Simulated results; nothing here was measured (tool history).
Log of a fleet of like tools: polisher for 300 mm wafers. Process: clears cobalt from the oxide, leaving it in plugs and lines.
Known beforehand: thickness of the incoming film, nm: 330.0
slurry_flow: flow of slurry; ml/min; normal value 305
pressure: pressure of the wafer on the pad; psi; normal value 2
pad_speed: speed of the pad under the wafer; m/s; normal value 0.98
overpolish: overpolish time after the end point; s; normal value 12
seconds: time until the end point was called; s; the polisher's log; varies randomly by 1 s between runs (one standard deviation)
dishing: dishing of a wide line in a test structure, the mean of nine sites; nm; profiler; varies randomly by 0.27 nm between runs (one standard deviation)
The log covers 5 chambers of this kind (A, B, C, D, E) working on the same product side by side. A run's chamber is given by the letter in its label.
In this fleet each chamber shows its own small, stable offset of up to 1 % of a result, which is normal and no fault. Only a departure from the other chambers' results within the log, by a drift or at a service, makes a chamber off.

| run | hour | slurry_flow | pressure | pad_speed | overpolish | seconds | dishing |
|---|---|---|---|---|---|---|---|
| 1D | 2 | 305 | 2 | 0.98 | 12 | 71.211 | 19.742 |
| 2C | 4.9 | 305 | 2 | 0.98 | 12 | 71.739 | 19.454 |
|  | 5.2 | chamber E: worn pad replaced by a new one |
| 3E | 8.2 | 305 | 2 | 0.98 | 12 | 71.362 | 20.046 |
| 4B | 10.3 | 305 | 2 | 0.98 | 12 | 71.032 | 19.86 |
|  | 13.8 | chamber A: worn pad replaced by a new one |
| 5A | 14.4 | 305 | 2 | 0.98 | 12 | 70.598 | 19.775 |
|  | 15 | chamber C: worn pad replaced by a new one |
| 6B | 17.9 | 305 | 2 | 0.98 | 12 | 69.519 | 19.664 |
|  | 18.1 | chamber D: slurry nozzle cleaned |
| 7C | 21.6 | 305 | 2 | 0.98 | 12 | 71.475 | 19.775 |
| 8E | 25.4 | 305 | 2 | 0.98 | 6 | 71.443 | 15.321 |
| 9A | 28.2 | 305 | 2 | 0.98 | 6 | 70.661 | 15.546 |
|  | 29 | chamber C: slurry nozzle cleaned |
| 10D | 31.1 | 305 | 2 | 0.98 | 6 | 69.285 | 15.401 |
| 11D | 33.3 | 305 | 2 | 0.98 | 6 | 70.88 | 15.609 |
| 12E | 36.7 | 305 | 2 | 0.98 | 6 | 71.383 | 15.395 |
| 13C | 40.6 | 305 | 2 | 0.98 | 12 | 73.573 | 19.685 |
|  | 43.4 | chamber B: head pressure recalibrated |
| 14B | 44.2 | 305 | 2 | 0.98 | 12 | 79.779 | 19.386 |
| 15A | 48.3 | 305 | 2 | 0.98 | 12 | 72.144 | 19.439 |
|  | 50.6 | chamber E: worn pad replaced by a new one |
| 16E | 51.6 | 305 | 2 | 0.98 | 12 | 72.073 | 19.824 |
| 17B | 53.7 | 305 | 2 | 0.98 | 12 | 78.032 | 19.173 |
| 18D | 56.3 | 305 | 2 | 0.98 | 12 | 72.235 | 19.716 |
| 19C | 60.3 | 305 | 2 | 0.98 | 12 | 72.204 | 19.83 |
| 20A | 62.2 | 305 | 2 | 0.98 | 12 | 69.745 | 19.994 |
| 21E | 64.2 | 305 | 2 | 0.98 | 12 | 69.77 | 19.642 |
| 22B | 66.6 | 305 | 2 | 0.98 | 12 | 77.907 | 19.269 |
| 23C | 69.9 | 305 | 1.7 | 0.98 | 8 | 83.583 | 16.545 |
| 24D | 73.6 | 305 | 1.7 | 0.98 | 8 | 85.194 | 16.422 |
| 25A | 75.8 | 305 | 1.7 | 0.98 | 8 | 83.412 | 16.26 |
| 26E | 77.8 | 305 | 1.7 | 0.98 | 8 | 83.246 | 16.83 |
|  | 78.9 | chamber D: worn pad replaced by a new one |
|  | 79.8 | chamber A: worn pad replaced by a new one |
| 27B | 81.2 | 305 | 1.7 | 0.98 | 8 | 93.207 | 16.052 |
| 28D | 84.6 | 305 | 2 | 0.98 | 12 | 69.32 | 19.49 |
| 29C | 87.6 | 305 | 2 | 0.98 | 12 | 70.218 | 19.802 |
| 30A | 89.6 | 305 | 2 | 0.98 | 12 | 71.177 | 19.274 |
| 31D | 93.3 | 305 | 2 | 0.98 | 12 | 69.325 | 19.892 |
| 32B | 95.4 | 305 | 2 | 0.98 | 12 | 79.618 | 19.579 |
| 33A | 99.1 | 305 | 2 | 0.98 | 12 | 69.504 | 19.331 |
| 34C | 102.2 | 305 | 2 | 0.98 | 12 | 70.922 | 19.248 |
|  | 102.5 | chamber C: worn pad replaced by a new one |
|  | 103.5 | chamber E: worn pad replaced by a new one |
| 35E | 104.9 | 305 | 2 | 0.98 | 12 | 71.146 | 19.335 |
|  | 106.5 | chamber B: slurry nozzle cleaned |
| 36A | 107.5 | 305 | 2 | 0.98 | 12 | 71.7 | 19.52 |
| 37E | 110.5 | 305 | 2 | 0.98 | 12 | 70.134 | 19.91 |
| 38C | 112.8 | 305 | 2 | 0.98 | 12 | 70.018 | 19.889 |
| 39B | 116 | 305 | 2 | 0.98 | 12 | 76.212 | 19.325 |
| 40D | 118.2 | 305 | 2 | 0.98 | 12 | 69.959 | 19.817 |
| 41E | 121.8 | 305 | 2 | 0.98 | 12 | 72.083 | 19.631 |
| 42B | 124.9 | 305 | 2 | 0.98 | 12 | 78.678 | 18.971 |
| 43C | 128 | 305 | 2 | 1.26 | 9 | 54.204 | 20.005 |

Which is it: a chamber that has drifted or been left off by a service, a gauge drift common to all chambers, or only each chamber's usual small offset? If a chamber is off, name it and its likeliest cause.

Chamber B has stood off from the others ever since a service on it.
Most likely cause: head's pressure below its setpoint, % = 10.3.

Which of the 4 candidates below, each the usual settings with something changed and its results left as question marks, puts chamber B back in line with what the other chambers give on the usual settings?
Allowed miss from the other chambers' usual-settings mean, per result, to count as in line: seconds 3.7 s; dishing 0.96 nm
| 44B-1 | 131 | 305 | 2.1 | 1.04 | 12 | ? | ? |
| 44B-2 | 131 | 310 | 2.2 | 1.08 | 11 | ? | ? |
| 44B-3 | 131 | 305 | 1.9 | 0.92 | 12 | ? | ? |
| 44B-4 | 131 | 300 | 1.8 | 0.88 | 13 | ? | ? |

Usual-settings mean across the other chambers: seconds 70.851 s; dishing 19.627 nm
| run | seconds | dishing |
|---|---|---|
| 44B-1 | 71.107 | 19.792 |
| 44B-2 | 65.31 | 19.764 |
| 44B-3 | 88.706 | 18.795 |
| 44B-4 | 97.948 | 18.716 |
It is 44B-1 that realigns the chamber with its peers.

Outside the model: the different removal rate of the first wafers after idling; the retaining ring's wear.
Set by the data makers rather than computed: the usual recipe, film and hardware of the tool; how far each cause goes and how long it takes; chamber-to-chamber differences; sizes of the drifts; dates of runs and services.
